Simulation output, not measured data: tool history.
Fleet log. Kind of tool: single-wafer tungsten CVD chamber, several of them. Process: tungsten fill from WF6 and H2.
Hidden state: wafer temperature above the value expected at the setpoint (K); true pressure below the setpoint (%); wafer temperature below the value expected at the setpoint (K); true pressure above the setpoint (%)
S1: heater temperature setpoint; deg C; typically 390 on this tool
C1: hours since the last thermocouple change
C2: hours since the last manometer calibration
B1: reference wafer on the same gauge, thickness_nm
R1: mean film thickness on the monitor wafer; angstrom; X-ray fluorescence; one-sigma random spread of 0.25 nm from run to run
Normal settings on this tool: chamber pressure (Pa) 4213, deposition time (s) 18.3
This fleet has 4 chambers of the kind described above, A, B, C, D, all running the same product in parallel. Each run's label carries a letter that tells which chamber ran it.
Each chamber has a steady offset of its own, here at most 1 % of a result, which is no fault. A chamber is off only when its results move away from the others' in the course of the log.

{"run": "1C", "hour": 10.5, "S1": 390, "chamber pressure (Pa)": 4213, "deposition time (s)": 18.3, "C1": 705.3, "C2": 107.1, "B1": 50.738, "R1": 456.65}
{"run": "2B", "hour": 18.0, "S1": 390, "chamber pressure (Pa)": 4213, "deposition time (s)": 18.3, "C1": 1166.1, "C2": 753.2, "B1": 50.687, "R1": 445.21}
{"run": "3A", "hour": 26.9, "S1": 390, "chamber pressure (Pa)": 4213, "deposition time (s)": 18.3, "C1": 964.8, "C2": 479.2, "B1": 50.742, "R1": 453.22}
{"run": "4D", "hour": 34.4, "S1": 390, "chamber pressure (Pa)": 4213, "deposition time (s)": 18.3, "C1": 1043.7, "C2": 1125.7, "B1": 50.695, "R1": 456.82}
{"run": "5D", "hour": 41.3, "S1": 390, "chamber pressure (Pa)": 4213, "deposition time (s)": 18.3, "C1": 1050.6, "C2": 1132.6, "B1": 50.659, "R1": 456.42}
{"run": "6C", "hour": 50.7, "S1": 390, "chamber pressure (Pa)": 4213, "deposition time (s)": 18.3, "C1": 745.5, "C2": 147.3, "B1": 50.648, "R1": 453.59}
{"run": "7B", "hour": 56.2, "S1": 390, "chamber pressure (Pa)": 4213, "deposition time (s)": 18.3, "C1": 1204.3, "C2": 791.4, "B1": 50.804, "R1": 443.53}
{"run": "8A", "hour": 64.1, "S1": 390, "chamber pressure (Pa)": 4213, "deposition time (s)": 18.3, "C1": 1002.0, "C2": 516.4, "B1": 50.636, "R1": 449.41}
{"run": "9D", "hour": 74.3, "S1": 390, "chamber pressure (Pa)": 4213, "deposition time (s)": 18.3, "C1": 1083.6, "C2": 1165.6, "B1": 50.69, "R1": 457.06}
{"run": "10C", "hour": 81.4, "S1": 390, "chamber pressure (Pa)": 4213, "deposition time (s)": 18.3, "C1": 776.2, "C2": 178.0, "B1": 50.727, "R1": 457.15}
{"run": "11B", "hour": 90.5, "S1": 390, "chamber pressure (Pa)": 4213, "deposition time (s)": 18.3, "C1": 1238.6, "C2": 825.7, "B1": 50.695, "R1": 448.11}
{"run": "12A", "hour": 96.6, "S1": 390, "chamber pressure (Pa)": 4213, "deposition time (s)": 18.3, "C1": 1034.5, "C2": 548.9, "B1": 50.693, "R1": 451.91}
{"run": "13B", "hour": 102.8, "S1": 390, "chamber pressure (Pa)": 4213, "deposition time (s)": 18.3, "C1": 1250.9, "C2": 838.0, "B1": 50.674, "R1": 447.05}
{"run": "14C", "hour": 112.6, "S1": 390, "chamber pressure (Pa)": 4213, "deposition time (s)": 18.3, "C1": 807.4, "C2": 209.2, "B1": 50.775, "R1": 452.8}
{"run": "15D", "hour": 118.7, "S1": 390, "chamber pressure (Pa)": 4213, "deposition time (s)": 18.3, "C1": 1128.0, "C2": 1210.0, "B1": 50.665, "R1": 449.87}
{"run": "16A", "hour": 127.0, "S1": 390, "chamber pressure (Pa)": 4213, "deposition time (s)": 18.3, "C1": 1064.9, "C2": 579.3, "B1": 50.721, "R1": 451.66}
{"hour": 133.3, "done": "chamber B: thermocouple changed; heater temperature recalibrated"}
{"run": "17A", "hour": 137.3, "S1": 390, "chamber pressure (Pa)": 4213, "deposition time (s)": 18.3, "C1": 1075.2, "C2": 589.6, "B1": 50.752, "R1": 448.5}
{"run": "18D", "hour": 148.3, "S1": 381, "chamber pressure (Pa)": 3626, "deposition time (s)": 18.3, "C1": 1157.6, "C2": 1239.6, "B1": 50.709, "R1": 353.97}
{"run": "19C", "hour": 155.2, "S1": 381, "chamber pressure (Pa)": 3626, "deposition time (s)": 18.3, "C1": 850.0, "C2": 251.8, "B1": 50.646, "R1": 354.3}
{"run": "20B", "hour": 164.0, "S1": 381, "chamber pressure (Pa)": 3626, "deposition time (s)": 18.3, "C1": 30.7, "C2": 899.2, "B1": 50.718, "R1": 336.26}
{"run": "21D", "hour": 176.0, "S1": 381, "chamber pressure (Pa)": 3626, "deposition time (s)": 18.3, "C1": 1185.3, "C2": 1267.3, "B1": 50.794, "R1": 352.82}
{"run": "22B", "hour": 185.0, "S1": 390, "chamber pressure (Pa)": 4213, "deposition time (s)": 18.3, "C1": 51.7, "C2": 920.2, "B1": 50.708, "R1": 433.2}
{"run": "23A", "hour": 195.2, "S1": 390, "chamber pressure (Pa)": 4213, "deposition time (s)": 18.3, "C1": 1133.1, "C2": 647.5, "B1": 50.698, "R1": 447.82}
{"run": "24C", "hour": 200.9, "S1": 390, "chamber pressure (Pa)": 4213, "deposition time (s)": 18.3, "C1": 895.7, "C2": 297.5, "B1": 50.706, "R1": 454.06}
{"run": "25A", "hour": 211.6, "S1": 390, "chamber pressure (Pa)": 4213, "deposition time (s)": 18.3, "C1": 1149.5, "C2": 663.9, "B1": 50.671, "R1": 451.18}
{"run": "26C", "hour": 218.2, "S1": 390, "chamber pressure (Pa)": 4906, "deposition time (s)": 18.3, "C1": 913.0, "C2": 314.8, "B1": 50.659, "R1": 483.15}
{"run": "27B", "hour": 229.3, "S1": 390, "chamber pressure (Pa)": 4906, "deposition time (s)": 18.3, "C1": 96.0, "C2": 964.5, "B1": 50.686, "R1": 461.85}
{"run": "28D", "hour": 237.8, "S1": 390, "chamber pressure (Pa)": 4906, "deposition time (s)": 18.3, "C1": 1247.1, "C2": 1329.1, "B1": 50.688, "R1": 484.7}
{"run": "29D", "hour": 249.3, "S1": 390, "chamber pressure (Pa)": 4906, "deposition time (s)": 18.3, "C1": 1258.6, "C2": 1340.6, "B1": 50.695, "R1": 482.37}
{"run": "30A", "hour": 259.4, "S1": 390, "chamber pressure (Pa)": 4826, "deposition time (s)": 19.5, "C1": 1197.3, "C2": 711.7, "B1": 50.69, "R1": 511.88}
{"run": "31C", "hour": 271.8, "S1": 390, "chamber pressure (Pa)": 4826, "deposition time (s)": 19.5, "C1": 966.6, "C2": 368.4, "B1": 50.724, "R1": 510.78}
{"run": "32B", "hour": 281.1, "S1": 390, "chamber pressure (Pa)": 4826, "deposition time (s)": 19.5, "C1": 147.8, "C2": 1016.3, "B1": 50.75, "R1": 486.69}
{"run": "33B", "hour": 287.6, "S1": 390, "chamber pressure (Pa)": 4826, "deposition time (s)": 19.5, "C1": 154.3, "C2": 1022.8, "B1": 50.689, "R1": 493.86}
{"run": "34A", "hour": 293.3, "S1": 390, "chamber pressure (Pa)": 4213, "deposition time (s)": 18.3, "C1": 1231.2, "C2": 745.6, "B1": 50.733, "R1": 449.29}
{"hour": 295.1, "done": "chamber D: capacitance manometer re-zeroed and calibrated"}
{"run": "35C", "hour": 301.9, "S1": 390, "chamber pressure (Pa)": 4213, "deposition time (s)": 18.3, "C1": 996.7, "C2": 398.5, "B1": 50.754, "R1": 452.94}
{"run": "36D", "hour": 310.0, "S1": 390, "chamber pressure (Pa)": 4893, "deposition time (s)": 21.1, "C1": 1319.3, "C2": 14.9, "B1": 50.749, "R1": 556.45}
{"run": "37B", "hour": 316.4, "S1": 390, "chamber pressure (Pa)": 4893, "deposition time (s)": 21.1, "C1": 183.1, "C2": 1051.6, "B1": 50.686, "R1": 537.61}
{"run": "38C", "hour": 326.0, "S1": 390, "chamber pressure (Pa)": 4893, "deposition time (s)": 21.1, "C1": 1020.8, "C2": 422.6, "B1": 50.724, "R1": 565.16}
{"run": "39D", "hour": 335.1, "S1": 390, "chamber pressure (Pa)": 4893, "deposition time (s)": 21.1, "C1": 1344.4, "C2": 40.0, "B1": 50.734, "R1": 562.99}

For the next run the whole fleet of 4 chambers uses the same settings. Give each chamber's results:
{"run": "40A", "hour": 344.1, "S1": 390, "chamber pressure (Pa)": 4213, "deposition time (s)": 18.3, "R1": "?"}
{"run": "40B", "hour": 344.1, "S1": 390, "chamber pressure (Pa)": 4213, "deposition time (s)": 18.3, "R1": "?"}
{"run": "40C", "hour": 344.1, "S1": 390, "chamber pressure (Pa)": 4213, "deposition time (s)": 18.3, "R1": "?"}
{"run": "40D", "hour": 344.1, "S1": 390, "chamber pressure (Pa)": 4213, "deposition time (s)": 18.3, "R1": "?"}

run=40A R1=449.66
run=40B R1=431.53
run=40C R1=448.67
run=40D R1=451.80
